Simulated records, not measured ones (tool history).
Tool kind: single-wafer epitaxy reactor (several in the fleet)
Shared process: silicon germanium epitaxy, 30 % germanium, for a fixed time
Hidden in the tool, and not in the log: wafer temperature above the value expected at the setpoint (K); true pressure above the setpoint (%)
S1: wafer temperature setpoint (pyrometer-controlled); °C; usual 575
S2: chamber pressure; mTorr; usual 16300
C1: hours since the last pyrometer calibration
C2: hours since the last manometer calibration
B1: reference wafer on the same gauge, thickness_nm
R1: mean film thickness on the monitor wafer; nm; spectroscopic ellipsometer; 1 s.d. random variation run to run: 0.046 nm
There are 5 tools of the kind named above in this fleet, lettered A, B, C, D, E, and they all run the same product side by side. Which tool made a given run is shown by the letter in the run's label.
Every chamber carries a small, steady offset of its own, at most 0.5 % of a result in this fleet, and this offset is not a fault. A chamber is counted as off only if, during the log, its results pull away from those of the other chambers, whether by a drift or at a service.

| run | hour | S1 | S2 | C1 | C2 | B1 | R1 |
|---|---|---|---|---|---|---|---|
| 1A | 5.7 | 575 | 16300 | 802.6 | 571 | 37.906 | 33.935 |
| 2D | 11.1 | 575 | 16300 | 852 | 959.7 | 37.906 | 33.807 |
| 3B | 18.1 | 575 | 16300 | 56.4 | 1677.6 | 37.915 | 34.139 |
| 4E | 26.2 | 575 | 16300 | 173.9 | 1309.3 | 37.926 | 34.097 |
| 5C | 33.2 | 564 | 16300 | 891.3 | 511.6 | 37.937 | 27.51 |
| 6E | 40.8 | 564 | 16300 | 188.5 | 1323.9 | 37.946 | 27.599 |
| 7D | 48.7 | 564 | 16300 | 889.6 | 997.3 | 37.944 | 27.412 |
| 8A | 55.7 | 564 | 16300 | 852.6 | 621 | 37.937 | 27.378 |
| 9B | 61.1 | 564 | 16300 | 99.4 | 1720.6 | 37.953 | 27.503 |
| 10C | 70 | 575 | 16300 | 928.1 | 548.4 | 37.98 | 34.22 |
| 11D | 74.9 | 575 | 16300 | 915.8 | 1023.5 | 37.967 | 33.908 |
| 12C | 82.3 | 564 | 19400 | 940.4 | 560.7 | 37.974 | 29.557 |
| 13E | 87.7 | 564 | 19400 | 235.4 | 1370.8 | 37.981 | 29.672 |
| 14A | 95.5 | 564 | 19400 | 892.4 | 660.8 | 37.996 | 29.457 |
| 15B | 102.5 | 564 | 19400 | 140.8 | 1762 | 37.989 | 29.428 |
| 16A | 110.8 | 564 | 19400 | 907.7 | 676.1 | 37.995 | 29.419 |
| 17B | 119.4 | 575 | 16300 | 157.7 | 1778.9 | 38.015 | 34.303 |
| 18D | 126.1 | 575 | 16300 | 967 | 1074.7 | 38.037 | 33.902 |
| 19C | 131.1 | 575 | 16300 | 989.2 | 609.5 | 38.016 | 34.248 |
| 20E | 138 | 583 | 12300 | 285.7 | 1421.1 | 38.035 | 35.636 |
| 21B | 145.2 | 583 | 12300 | 183.5 | 1804.7 | 38.036 | 35.725 |
| 22E | 150.5 | 583 | 12300 | 298.2 | 1433.6 | 38.042 | 35.559 |
| 23D | 156.6 | 583 | 12300 | 997.5 | 1105.2 | 38.054 | 35.257 |
| 24C | 161 | 583 | 12300 | 1019.1 | 639.4 | 38.059 | 35.623 |
| 25A | 168.9 | 575 | 16300 | 965.8 | 734.2 | 38.076 | 34.124 |
| 26C | 173.3 | 575 | 16300 | 1031.4 | 651.7 | 38.063 | 34.257 |
| 27D | 181.8 | 575 | 16300 | 1022.7 | 1130.4 | 38.069 | 34.008 |
| 28B | 189.4 | 575 | 16300 | 227.7 | 1848.9 | 38.068 | 34.333 |
| 29A | 194.2 | 575 | 16300 | 991.1 | 759.5 | 38.096 | 34.164 |
| 30E | 200.3 | 575 | 16300 | 348 | 1483.4 | 38.076 | 34.272 |
| 31E | 204.8 | 575 | 16300 | 352.5 | 1487.9 | 38.097 | 34.345 |
| 32B | 210.9 | 575 | 16300 | 249.2 | 1870.4 | 38.103 | 34.287 |
| 33D | 218.1 | 575 | 16300 | 1059 | 1166.7 | 38.1 | 33.992 |
| 34C | 222 | 575 | 16300 | 1080.1 | 700.4 | 38.119 | 34.307 |

All 5 chambers run these settings next. Forecast each chamber's results:
| 35A | 228.4 | 568 | 16300 |  |  |  | ? |
| 35B | 228.4 | 568 | 16300 |  |  |  | ? |
| 35C | 228.4 | 568 | 16300 |  |  |  | ? |
| 35D | 228.4 | 568 | 16300 |  |  |  | ? |
| 35E | 228.4 | 568 | 16300 |  |  |  | ? |

| run | R1 |
|---|---|
| 35A | 29.756 |
| 35B | 29.879 |
| 35C | 29.922 |
| 35D | 29.797 |
| 35E | 29.923 |
